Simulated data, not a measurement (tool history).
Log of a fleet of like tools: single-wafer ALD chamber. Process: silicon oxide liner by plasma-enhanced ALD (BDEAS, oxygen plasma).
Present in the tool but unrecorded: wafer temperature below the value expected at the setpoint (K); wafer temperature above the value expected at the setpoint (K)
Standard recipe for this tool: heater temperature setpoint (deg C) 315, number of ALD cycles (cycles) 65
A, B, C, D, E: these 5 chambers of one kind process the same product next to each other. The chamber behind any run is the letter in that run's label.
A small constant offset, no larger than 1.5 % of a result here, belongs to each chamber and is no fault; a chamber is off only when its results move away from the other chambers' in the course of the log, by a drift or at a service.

| run | hour | heater temperature setpoint (deg C) | number of ALD cycles (cycles) | hours since the last thermocouple change | read-back reference wafer on the same gauge, thickness_nm | mean film thickness on the monitor wafer (nm) |
|---|---|---|---|---|---|---|
| 1D | 5.6 | 315 | 65 | 1955.3 | 5.5019 | 5.9093 |
| 2B | 10 | 315 | 65 | 555.1 | 5.5011 | 5.895 |
| 3C | 13.9 | 315 | 65 | 1459.2 | 5.5025 | 5.9732 |
| 4E | 21.3 | 315 | 65 | 532.8 | 5.504 | 5.8656 |
| 5A | 25.1 | 315 | 65 | 654.6 | 5.5042 | 5.9609 |
| 6D | 32.7 | 315 | 65 | 1982.4 | 5.5043 | 5.8997 |
| 7B | 38.4 | 315 | 65 | 583.5 | 5.5045 | 5.8941 |
| 8C | 44.4 | 323 | 65 | 1489.7 | 5.5061 | 5.9106 |
| 9E | 50.7 | 323 | 65 | 562.2 | 5.508 | 5.7926 |
| 10A | 55.2 | 323 | 65 | 684.7 | 5.5079 | 5.91 |
| 11C | 59.4 | 323 | 65 | 1504.7 | 5.5107 | 5.9233 |
| 12E | 63.3 | 323 | 65 | 574.8 | 5.5092 | 5.8 |
| 13A | 67.8 | 315 | 65 | 697.3 | 5.5103 | 5.9769 |
| 14D | 73.1 | 315 | 65 | 2022.8 | 5.5123 | 5.921 |
| 15B | 77.9 | 315 | 65 | 623 | 5.5132 | 5.9079 |
|  | 81.9 | chamber C: thermocouple changed; heater temperature recalibrated |
| 16D | 85.1 | 307 | 74 | 2034.8 | 5.5132 | 6.8083 |
| 17E | 89.4 | 307 | 74 | 600.9 | 5.5136 | 6.7804 |
| 18B | 96.4 | 307 | 74 | 641.5 | 5.5151 | 6.8056 |
| 19C | 101.8 | 307 | 74 | 20 | 5.5159 | 6.9033 |
| 20A | 106.7 | 307 | 74 | 736.2 | 5.5166 | 6.8825 |
| 21D | 111.8 | 315 | 65 | 2061.5 | 5.5166 | 5.9072 |
| 22B | 116.4 | 315 | 65 | 661.5 | 5.5186 | 5.9105 |
| 23E | 124.1 | 315 | 65 | 635.6 | 5.5199 | 5.8849 |
| 24A | 129.5 | 315 | 65 | 759 | 5.5206 | 5.9728 |
| 25C | 137.7 | 324 | 65 | 55.9 | 5.5213 | 5.9381 |
| 26D | 143.7 | 324 | 65 | 2093.4 | 5.524 | 5.8519 |
| 27C | 150.5 | 324 | 65 | 68.7 | 5.5239 | 5.9363 |
| 28B | 156.6 | 324 | 65 | 701.7 | 5.5238 | 5.849 |
| 29A | 160.7 | 324 | 65 | 790.2 | 5.5254 | 5.9102 |
| 30E | 167.9 | 308 | 65 | 679.4 | 5.5266 | 5.9515 |
| 31D | 172.1 | 308 | 65 | 2121.8 | 5.5284 | 6.0029 |

Predict what each chamber gives when all 5 of them run the settings below next.
| 32A | 178.2 | 315 | 53 |  |  | ? |
| 32B | 178.2 | 315 | 53 |  |  | ? |
| 32C | 178.2 | 315 | 53 |  |  | ? |
| 32D | 178.2 | 315 | 53 |  |  | ? |
| 32E | 178.2 | 315 | 53 |  |  | ? |

| run | mean film thickness on the monitor wafer (nm) |
|---|---|
| 32A | 4.8891 |
| 32B | 4.8458 |
| 32C | 4.9021 |
| 32D | 4.8393 |
| 32E | 4.7991 |
